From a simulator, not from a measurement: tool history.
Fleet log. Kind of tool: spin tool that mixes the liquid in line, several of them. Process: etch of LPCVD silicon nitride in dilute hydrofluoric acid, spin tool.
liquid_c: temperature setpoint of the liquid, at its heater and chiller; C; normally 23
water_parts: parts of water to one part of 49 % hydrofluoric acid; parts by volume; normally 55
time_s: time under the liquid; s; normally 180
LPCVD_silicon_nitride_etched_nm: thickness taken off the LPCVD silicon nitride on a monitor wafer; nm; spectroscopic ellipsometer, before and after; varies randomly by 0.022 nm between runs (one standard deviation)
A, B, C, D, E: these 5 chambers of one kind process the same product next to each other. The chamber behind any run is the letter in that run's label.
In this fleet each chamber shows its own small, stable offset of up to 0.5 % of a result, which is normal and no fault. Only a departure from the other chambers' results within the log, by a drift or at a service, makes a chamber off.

run,hour,liquid_c,water_parts,time_s,"read-back film thickness of the LPCVD silicon nitride reference wafer, read on the same gauge (nm)",LPCVD_silicon_nitride_etched_nm
1E,11.3,23,55,180,69.982,1.4247
2C,23.6,23,55,180,69.975,1.3715
3A,36.5,23,55,180,69.97,1.3322
4B,44.4,23,55,180,70.021,1.3767
5D,55,23,70,180,69.987,1.0859
6B,63.7,23,70,180,70.022,1.0882
7A,75.9,23,70,180,70.031,1.0761
8E,84.6,23,70,180,70.028,1.091
9D,92.3,23,70,180,70.004,1.0952
10C,100.8,23,55,180,69.989,1.3452
# hour 108.4: chamber D: hydrofluoric acid flow meter replaced
11B,109.6,23,55,180,70.033,1.3521
12A,122,23,55,180,69.993,1.3395
13C,134.6,23,55,180,69.984,1.3983
14E,142.4,23,40,180,70.036,1.9404
15D,150.5,23,40,180,69.949,1.8084
16A,163.9,23,40,180,69.975,1.8272
# hour 172.6: chamber E: hydrofluoric acid flow meter replaced
17B,173.4,23,40,180,70.041,1.8892
# hour 175.3: chamber B: hydrofluoric acid flow meter replaced
18D,180.7,23,40,180,70.009,1.7441
19E,188.5,23,55,180,70.054,1.3527
20C,201.6,23,55,180,70.006,1.3953
21E,213.9,23,55,180,69.984,1.3632
22B,224.5,23,55,180,69.986,1.3923
# hour 230.4: chamber E: thermometer replaced
23C,236,23,55,180,69.978,1.3712
24D,243.5,23,55,180,69.994,1.2619
25A,254.1,23,55,180,70.041,1.3707
26E,260.4,26,75,180,69.979,1.2169
27A,269.3,26,75,180,70.015,1.2226
28C,279.3,26,75,180,69.984,1.2574
29D,289.5,26,75,180,69.966,1.1227
30B,302.9,26,75,180,69.991,1.2086
31A,314.3,23,55,180,70.002,1.3842
# hour 319.1: chamber C: hydrofluoric acid flow meter replaced
32D,322,23,55,180,69.987,1.2004
33B,332.5,23,55,180,70.041,1.3692
34E,345.3,26,55,240,69.987,2.2167
35C,358.1,26,55,240,70.041,2.2581

Next, every chamber runs the same settings. What will each give?
36A,367.9,23,55,180,,?
36B,367.9,23,55,180,,?
36C,367.9,23,55,180,,?
36D,367.9,23,55,180,,?
36E,367.9,23,55,180,,?

run,LPCVD_silicon_nitride_etched_nm
36A,1.3161
36B,1.3723
36C,1.3944
36D,1.1896
36E,1.35
